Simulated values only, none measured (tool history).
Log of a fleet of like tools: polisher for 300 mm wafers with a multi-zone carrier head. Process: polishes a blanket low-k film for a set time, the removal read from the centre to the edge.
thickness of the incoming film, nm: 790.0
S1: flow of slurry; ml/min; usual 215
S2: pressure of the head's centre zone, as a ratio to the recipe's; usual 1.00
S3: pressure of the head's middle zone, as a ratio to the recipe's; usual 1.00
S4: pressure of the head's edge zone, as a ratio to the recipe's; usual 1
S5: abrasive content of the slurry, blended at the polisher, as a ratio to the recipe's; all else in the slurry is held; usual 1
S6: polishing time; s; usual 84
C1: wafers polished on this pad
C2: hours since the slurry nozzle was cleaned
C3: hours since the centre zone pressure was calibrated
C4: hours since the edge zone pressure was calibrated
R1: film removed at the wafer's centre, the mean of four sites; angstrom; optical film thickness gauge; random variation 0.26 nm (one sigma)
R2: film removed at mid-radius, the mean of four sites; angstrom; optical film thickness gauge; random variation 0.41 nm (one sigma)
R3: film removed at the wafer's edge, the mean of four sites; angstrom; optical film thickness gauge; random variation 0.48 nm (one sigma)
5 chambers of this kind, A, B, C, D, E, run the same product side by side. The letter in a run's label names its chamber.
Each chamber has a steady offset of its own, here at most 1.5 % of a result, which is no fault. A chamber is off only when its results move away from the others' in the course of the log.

{"run": "1A", "day": 0.521, "S1": 215, "S2": 1.0, "S3": 1.0, "S4": 1, "S5": 1, "S6": 84, "C1": 657, "C2": 101.4, "C3": 326.5, "C4": 988.4, "R1": 340.33, "R2": 336.82, "R3": 343.36}
{"day": 0.692, "done": "chamber B: edge zone pressure recalibrated"}
{"run": "2C", "day": 1.017, "S1": 215, "S2": 1.0, "S3": 1.0, "S4": 1, "S5": 1, "S6": 84, "C1": 737, "C2": 138.4, "C3": 67.8, "C4": 584.4, "R1": 341.11, "R2": 334.26, "R3": 336.97}
{"day": 1.188, "done": "chamber E: worn pad replaced by a new one"}
{"run": "3B", "day": 1.346, "S1": 215, "S2": 1.0, "S3": 1.0, "S4": 1, "S5": 1, "S6": 84, "C1": 895, "C2": 171.7, "C3": 141.3, "C4": 15.7, "R1": 339.67, "R2": 342.17, "R3": 333.98}
{"day": 1.492, "done": "chamber A: worn pad replaced by a new one"}
{"run": "4D", "day": 1.879, "S1": 215, "S2": 1.0, "S3": 1.0, "S4": 1, "S5": 1, "S6": 84, "C1": 984, "C2": 71.1, "C3": 212.7, "C4": 101.0, "R1": 342.87, "R2": 335.8, "R3": 339.88}
{"day": 2.029, "done": "chamber E: centre zone pressure recalibrated"}
{"run": "5E", "day": 2.142, "S1": 215, "S2": 1.0, "S3": 1.0, "S4": 1, "S5": 1, "S6": 84, "C1": 196, "C2": 165.1, "C3": 2.8, "C4": 358.4, "R1": 344.67, "R2": 331.53, "R3": 337.2}
{"run": "6C", "day": 2.525, "S1": 215, "S2": 1.0, "S3": 1.0, "S4": 1, "S5": 1, "S6": 84, "C1": 1047, "C2": 174.6, "C3": 104.0, "C4": 620.6, "R1": 337.86, "R2": 335.62, "R3": 341.42}
{"day": 2.638, "done": "chamber D: worn pad replaced by a new one"}
{"day": 2.704, "done": "chamber C: edge zone pressure recalibrated"}
{"day": 2.854, "done": "chamber B: worn pad replaced by a new one"}
{"run": "7E", "day": 2.896, "S1": 215, "S2": 1.0, "S3": 1.0, "S4": 1, "S5": 1, "S6": 84, "C1": 352, "C2": 183.2, "C3": 20.9, "C4": 376.5, "R1": 340.75, "R2": 342.47, "R3": 335.48}
{"run": "8D", "day": 3.25, "S1": 245, "S2": 1.0, "S3": 1.0, "S4": 1, "S5": 1, "S6": 84, "C1": 126, "C2": 104.0, "C3": 245.6, "C4": 133.9, "R1": 347.0, "R2": 348.2, "R3": 341.15}
{"run": "9B", "day": 3.621, "S1": 245, "S2": 1.0, "S3": 1.0, "S4": 1, "S5": 1, "S6": 84, "C1": 157, "C2": 226.3, "C3": 195.9, "C4": 70.3, "R1": 341.01, "R2": 350.33, "R3": 353.49}
{"run": "10A", "day": 3.917, "S1": 245, "S2": 1.0, "S3": 1.0, "S4": 1, "S5": 1, "S6": 84, "C1": 499, "C2": 182.9, "C3": 408.0, "C4": 1069.9, "R1": 344.63, "R2": 344.76, "R3": 346.11}
{"run": "11E", "day": 4.258, "S1": 245, "S2": 1.0, "S3": 1.0, "S4": 1, "S5": 1, "S6": 84, "C1": 632, "C2": 215.9, "C3": 53.6, "C4": 409.2, "R1": 348.59, "R2": 335.17, "R3": 339.53}
{"day": 4.304, "done": "chamber C: worn pad replaced by a new one"}
{"day": 4.446, "done": "chamber E: edge zone pressure recalibrated"}
{"run": "12B", "day": 4.7, "S1": 245, "S2": 1.0, "S3": 1.0, "S4": 1, "S5": 1, "S6": 84, "C1": 380, "C2": 252.2, "C3": 221.8, "C4": 96.2, "R1": 343.33, "R2": 346.66, "R3": 348.33}
{"day": 4.75, "done": "chamber A: worn pad replaced by a new one"}
{"run": "13A", "day": 5.25, "S1": 215, "S2": 1.0, "S3": 1.0, "S4": 1, "S5": 1, "S6": 58, "C1": 103, "C2": 214.9, "C3": 440.0, "C4": 1101.9, "R1": 230.82, "R2": 236.46, "R3": 235.33}
{"day": 5.704, "done": "chamber E: worn pad replaced by a new one"}
{"run": "14D", "day": 5.812, "S1": 215, "S2": 1.0, "S3": 1.0, "S4": 1, "S5": 1, "S6": 58, "C1": 653, "C2": 165.5, "C3": 307.1, "C4": 195.4, "R1": 234.55, "R2": 235.21, "R3": 231.83}
{"run": "15C", "day": 6.229, "S1": 215, "S2": 1.0, "S3": 1.0, "S4": 1, "S5": 1, "S6": 58, "C1": 396, "C2": 263.5, "C3": 192.9, "C4": 84.7, "R1": 233.81, "R2": 239.0, "R3": 241.6}
{"run": "16E", "day": 6.633, "S1": 215, "S2": 1.0, "S3": 1.0, "S4": 1, "S5": 1, "S6": 58, "C1": 191, "C2": 272.9, "C3": 110.6, "C4": 52.6, "R1": 235.01, "R2": 230.72, "R3": 235.33}
{"run": "17B", "day": 7.042, "S1": 215, "S2": 1.0, "S3": 1.0, "S4": 1, "S5": 1, "S6": 58, "C1": 862, "C2": 308.4, "C3": 278.0, "C4": 152.4, "R1": 235.64, "R2": 234.37, "R3": 236.57}
{"day": 7.321, "done": "chamber D: slurry nozzle cleaned"}
{"run": "18C", "day": 7.538, "S1": 215, "S2": 1.0, "S3": 1.0, "S4": 1, "S5": 1, "S6": 84, "C1": 665, "C2": 294.9, "C3": 224.3, "C4": 116.1, "R1": 339.13, "R2": 338.15, "R3": 345.08}
{"day": 7.583, "done": "chamber D: worn pad replaced by a new one"}
{"run": "19A", "day": 7.854, "S1": 215, "S2": 1.0, "S3": 1.0, "S4": 1, "S5": 1, "S6": 84, "C1": 639, "C2": 277.4, "C3": 502.5, "C4": 1164.4, "R1": 331.18, "R2": 331.17, "R3": 321.04}
{"day": 7.892, "done": "chamber E: slurry nozzle cleaned"}
{"day": 8.058, "done": "chamber A: edge zone pressure recalibrated"}
{"run": "20D", "day": 8.296, "S1": 215, "S2": 1.0, "S3": 1.0, "S4": 1, "S5": 1, "S6": 84, "C1": 146, "C2": 23.4, "C3": 366.7, "C4": 255.0, "R1": 338.02, "R2": 334.21, "R3": 339.11}
{"day": 8.329, "done": "chamber B: worn pad replaced by a new one"}
{"run": "21A", "day": 8.633, "S1": 215, "S2": 1.0, "S3": 1.0, "S4": 1, "S5": 1, "S6": 84, "C1": 800, "C2": 296.1, "C3": 521.2, "C4": 13.9, "R1": 330.34, "R2": 337.67, "R3": 329.86}
{"run": "22C", "day": 8.896, "S1": 215, "S2": 1.0, "S3": 1.0, "S4": 1, "S5": 1, "S6": 84, "C1": 945, "C2": 327.5, "C3": 256.9, "C4": 148.7, "R1": 338.46, "R2": 341.77, "R3": 345.56}
{"day": 8.929, "done": "chamber A: worn pad replaced by a new one"}
{"run": "23D", "day": 9.35, "S1": 215, "S2": 0.95, "S3": 1.0, "S4": 1, "S5": 1, "S6": 84, "C1": 363, "C2": 48.7, "C3": 392.0, "C4": 280.3, "R1": 318.25, "R2": 336.58, "R3": 340.01}
{"day": 9.379, "done": "chamber E: worn pad replaced by a new one"}
{"run": "24E", "day": 9.817, "S1": 215, "S2": 0.95, "S3": 1.0, "S4": 1, "S5": 1, "S6": 84, "C1": 90, "C2": 46.2, "C3": 187.0, "C4": 129.0, "R1": 319.24, "R2": 338.8, "R3": 335.24}
{"day": 9.933, "done": "chamber C: worn pad replaced by a new one"}
{"run": "25B", "day": 10.25, "S1": 215, "S2": 0.95, "S3": 1.0, "S4": 1, "S5": 1, "S6": 84, "C1": 395, "C2": 385.4, "C3": 355.0, "C4": 229.4, "R1": 319.62, "R2": 333.18, "R3": 338.34}
{"run": "26E", "day": 10.521, "S1": 215, "S2": 0.95, "S3": 1.0, "S4": 1, "S5": 1, "S6": 84, "C1": 235, "C2": 63.1, "C3": 203.9, "C4": 145.9, "R1": 327.56, "R2": 336.7, "R3": 336.72}
{"run": "27C", "day": 10.85, "S1": 215, "S2": 0.95, "S3": 1.0, "S4": 1, "S5": 1, "S6": 84, "C1": 188, "C2": 374.4, "C3": 303.8, "C4": 195.6, "R1": 323.11, "R2": 339.62, "R3": 333.86}
{"run": "28A", "day": 11.371, "S1": 215, "S2": 1.0, "S3": 1.0, "S4": 1, "S5": 1, "S6": 84, "C1": 502, "C2": 361.8, "C3": 586.9, "C4": 79.6, "R1": 321.81, "R2": 322.81, "R3": 336.1}
{"run": "29D", "day": 11.912, "S1": 215, "S2": 1.0, "S3": 1.0, "S4": 1, "S5": 1, "S6": 84, "C1": 891, "C2": 110.2, "C3": 453.5, "C4": 341.8, "R1": 337.73, "R2": 335.64, "R3": 328.55}
{"run": "30B", "day": 12.175, "S1": 215, "S2": 1.0, "S3": 1.0, "S4": 1, "S5": 1, "S6": 84, "C1": 792, "C2": 431.6, "C3": 401.2, "C4": 275.6, "R1": 338.9, "R2": 333.72, "R3": 343.56}
{"day": 12.246, "done": "chamber D: worn pad replaced by a new one"}
{"day": 12.308, "done": "chamber B: slurry nozzle cleaned"}
{"run": "31A", "day": 12.742, "S1": 215, "S2": 1.0, "S3": 1.0, "S4": 1, "S5": 1, "S6": 84, "C1": 784, "C2": 394.7, "C3": 619.8, "C4": 112.5, "R1": 318.15, "R2": 317.29, "R3": 326.95}
{"day": 12.854, "done": "chamber E: worn pad replaced by a new one"}
{"run": "32C", "day": 13.183, "S1": 215, "S2": 1.0, "S3": 1.0, "S4": 1, "S5": 1, "S6": 84, "C1": 669, "C2": 430.4, "C3": 359.8, "C4": 251.6, "R1": 341.29, "R2": 346.25, "R3": 343.15}
{"run": "33B", "day": 13.525, "S1": 215, "S2": 0.95, "S3": 1.05, "S4": 1, "S5": 1, "S6": 84, "C1": 1069, "C2": 29.2, "C3": 433.6, "C4": 308.0, "R1": 317.03, "R2": 354.72, "R3": 339.57}
{"run": "34D", "day": 13.896, "S1": 215, "S2": 0.95, "S3": 1.05, "S4": 1, "S5": 1, "S6": 84, "C1": 339, "C2": 157.8, "C3": 501.1, "C4": 389.4, "R1": 321.63, "R2": 353.42, "R3": 336.58}
{"run": "35E", "day": 14.158, "S1": 215, "S2": 0.95, "S3": 1.05, "S4": 1, "S5": 1, "S6": 84, "C1": 269, "C2": 150.4, "C3": 291.2, "C4": 233.2, "R1": 321.47, "R2": 352.7, "R3": 339.6}
{"run": "36D", "day": 14.475, "S1": 215, "S2": 0.95, "S3": 1.05, "S4": 1, "S5": 1, "S6": 84, "C1": 458, "C2": 171.7, "C3": 515.0, "C4": 403.3, "R1": 316.57, "R2": 350.56, "R3": 332.83}
{"run": "37C", "day": 15.004, "S1": 215, "S2": 0.95, "S3": 1.05, "S4": 1, "S5": 1, "S6": 84, "C1": 1043, "C2": 474.1, "C3": 403.5, "C4": 295.3, "R1": 321.69, "R2": 348.41, "R3": 340.33}

Next, every chamber runs the same settings. What will each give?
{"run": "38A", "day": 15.417, "S1": 215, "S2": 1.0, "S3": 1.0, "S4": 1, "S5": 1, "S6": 84, "R1": "?", "R2": "?", "R3": "?"}
{"run": "38B", "day": 15.417, "S1": 215, "S2": 1.0, "S3": 1.0, "S4": 1, "S5": 1, "S6": 84, "R1": "?", "R2": "?", "R3": "?"}
{"run": "38C", "day": 15.417, "S1": 215, "S2": 1.0, "S3": 1.0, "S4": 1, "S5": 1, "S6": 84, "R1": "?", "R2": "?", "R3": "?"}
{"run": "38D", "day": 15.417, "S1": 215, "S2": 1.0, "S3": 1.0, "S4": 1, "S5": 1, "S6": 84, "R1": "?", "R2": "?", "R3": "?"}
{"run": "38E", "day": 15.417, "S1": 215, "S2": 1.0, "S3": 1.0, "S4": 1, "S5": 1, "S6": 84, "R1": "?", "R2": "?", "R3": "?"}

run=38A R1=310.31 R2=309.39 R3=325.64
run=38B R1=339.06 R2=342.45 R3=339.73
run=38C R1=342.12 R2=341.26 R3=344.56
run=38D R1=343.71 R2=335.51 R3=330.50
run=38E R1=341.47 R2=337.72 R3=341.75
